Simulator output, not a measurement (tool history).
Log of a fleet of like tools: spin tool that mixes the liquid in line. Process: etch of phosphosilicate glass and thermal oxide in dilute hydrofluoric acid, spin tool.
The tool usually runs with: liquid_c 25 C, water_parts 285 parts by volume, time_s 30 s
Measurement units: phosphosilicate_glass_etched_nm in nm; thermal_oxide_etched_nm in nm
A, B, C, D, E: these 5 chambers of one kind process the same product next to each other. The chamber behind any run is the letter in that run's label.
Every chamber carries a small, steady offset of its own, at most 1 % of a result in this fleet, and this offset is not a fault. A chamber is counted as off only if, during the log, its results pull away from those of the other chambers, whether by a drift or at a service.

| run | hour | liquid_c | water_parts | time_s | read-back film thickness of the phosphosilicate glass reference wafer, read on the same gauge (nm) | read-back film thickness of the thermal oxide reference wafer, read on the same gauge (nm) | phosphosilicate_glass_etched_nm | thermal_oxide_etched_nm |
|---|---|---|---|---|---|---|---|---|
| 1E | 2.3 | 25 | 285 | 30 | 130.02 | 130.01 | 11.259 | 0.42275 |
| 2D | 5.7 | 25 | 285 | 30 | 129.99 | 130 | 11.29 | 0.43587 |
| 3C | 7.9 | 25 | 285 | 30 | 129.99 | 130.01 | 11.099 | 0.44331 |
| 4A | 10.5 | 25 | 285 | 30 | 129.96 | 130.01 | 11.227 | 0.46161 |
| 5B | 12.5 | 25 | 285 | 30 | 130 | 130 | 11.122 | 0.43951 |
| 6C | 16 | 25 | 285 | 30 | 130.01 | 129.98 | 11.157 | 0.45731 |
| 7A | 18.5 | 25 | 285 | 30 | 129.98 | 129.97 | 11.224 | 0.46912 |
| 8D | 22.5 | 25 | 285 | 30 | 130 | 130.02 | 11.267 | 0.45559 |
| 9E | 25.1 | 25 | 285 | 30 | 130 | 129.99 | 11.422 | 0.42675 |
| 10B | 29.4 | 25 | 285 | 30 | 130.03 | 130.02 | 11.236 | 0.44674 |
| 11B | 32.2 | 25 | 285 | 30 | 130 | 130.01 | 11.299 | 0.46912 |
| 12E | 35.5 | 25 | 355 | 30 | 130.01 | 130.01 | 8.4747 | 0.33348 |
| 13D | 38.4 | 25 | 355 | 30 | 129.99 | 130.03 | 8.3695 | 0.35153 |
| 14C | 41.2 | 25 | 355 | 30 | 129.97 | 129.99 | 8.5359 | 0.35504 |
| 15A | 44.9 | 25 | 355 | 30 | 129.98 | 130.02 | 8.5026 | 0.31109 |
| 16C | 47.5 | 25 | 355 | 30 | 130 | 130 | 8.408 | 0.31784 |
| 17E | 50.3 | 25 | 285 | 30 | 130 | 130.02 | 11.234 | 0.44949 |
| 18D | 53.4 | 25 | 285 | 30 | 130.01 | 129.98 | 11.356 | 0.45569 |
| 19A | 56.8 | 25 | 285 | 30 | 130 | 129.98 | 11.492 | 0.37193 |
| 20B | 59.2 | 25 | 285 | 30 | 130 | 130.03 | 11.345 | 0.42208 |
| 21E | 62.6 | 25 | 285 | 30 | 129.97 | 130 | 11.356 | 0.41932 |
| 22C | 64.6 | 25 | 285 | 30 | 129.99 | 129.99 | 11.382 | 0.39882 |
| 23D | 67.7 | 25 | 285 | 30 | 130 | 129.99 | 11.207 | 0.44896 |
| 24B | 70.2 | 25 | 285 | 30 | 130.02 | 129.98 | 11.224 | 0.4628 |
|  | 70.7 | chamber C: thermometer replaced |
| 25A | 72.2 | 25 | 285 | 30 | 130 | 129.98 | 11.266 | 0.48065 |
| 26B | 76.4 | 25 | 285 | 30 | 130.02 | 130.01 | 11.189 | 0.39633 |
| 27A | 79.8 | 25 | 285 | 30 | 130 | 129.99 | 11.254 | 0.48297 |
| 28C | 82.1 | 25 | 285 | 30 | 130.02 | 130 | 11.165 | 0.49041 |
| 29E | 84.7 | 25 | 285 | 30 | 130 | 129.97 | 11.263 | 0.43501 |
|  | 86 | chamber B: thermometer replaced |
| 30D | 89.1 | 29 | 285 | 30 | 129.98 | 129.99 | 12.838 | 0.50518 |
| 31D | 91.4 | 29 | 285 | 30 | 129.99 | 130 | 12.928 | 0.51732 |
| 32E | 94.3 | 29 | 285 | 30 | 130 | 129.99 | 12.935 | 0.49829 |
| 33A | 97.2 | 29 | 285 | 30 | 130.01 | 129.99 | 12.9 | 0.48502 |
| 34B | 100.5 | 29 | 285 | 30 | 130.01 | 129.98 | 12.743 | 0.55248 |
| 35C | 104.8 | 21 | 225 | 30 | 130.01 | 129.97 | 13.194 | 0.49148 |
| 36B | 107.9 | 21 | 225 | 30 | 130 | 130.03 | 13.032 | 0.53133 |
| 37A | 111 | 21 | 225 | 30 | 130 | 129.99 | 13.103 | 0.52858 |
| 38D | 114.5 | 21 | 225 | 30 | 130 | 130.01 | 13.377 | 0.5424 |
| 39C | 118.2 | 21 | 225 | 30 | 129.99 | 130 | 13.157 | 0.50425 |
| 40E | 121.8 | 25 | 285 | 30 | 130.02 | 129.98 | 11.368 | 0.44708 |
| 41D | 124.8 | 25 | 285 | 30 | 129.99 | 130.01 | 11.242 | 0.43462 |
| 42C | 128 | 25 | 285 | 30 | 130 | 130 | 11.176 | 0.43269 |
| 43B | 132.4 | 25 | 285 | 30 | 130 | 130.02 | 11.316 | 0.42344 |
| 44E | 134.4 | 25 | 285 | 30 | 129.98 | 130.01 | 11.312 | 0.45852 |

All 5 chambers run these settings next. Forecast each chamber's results:
| 45A | 137.7 | 27.5 | 285 | 30 |  |  | ? | ? |
| 45B | 137.7 | 27.5 | 285 | 30 |  |  | ? | ? |
| 45C | 137.7 | 27.5 | 285 | 30 |  |  | ? | ? |
| 45D | 137.7 | 27.5 | 285 | 30 |  |  | ? | ? |
| 45E | 137.7 | 27.5 | 285 | 30 |  |  | ? | ? |

| run | phosphosilicate_glass_etched_nm | thermal_oxide_etched_nm |
|---|---|---|
| 45A | 12.024 | 0.47425 |
| 45B | 12.414 | 0.52221 |
| 45C | 12.19 | 0.45737 |
| 45D | 12.213 | 0.52379 |
| 45E | 12.323 | 0.52324 |

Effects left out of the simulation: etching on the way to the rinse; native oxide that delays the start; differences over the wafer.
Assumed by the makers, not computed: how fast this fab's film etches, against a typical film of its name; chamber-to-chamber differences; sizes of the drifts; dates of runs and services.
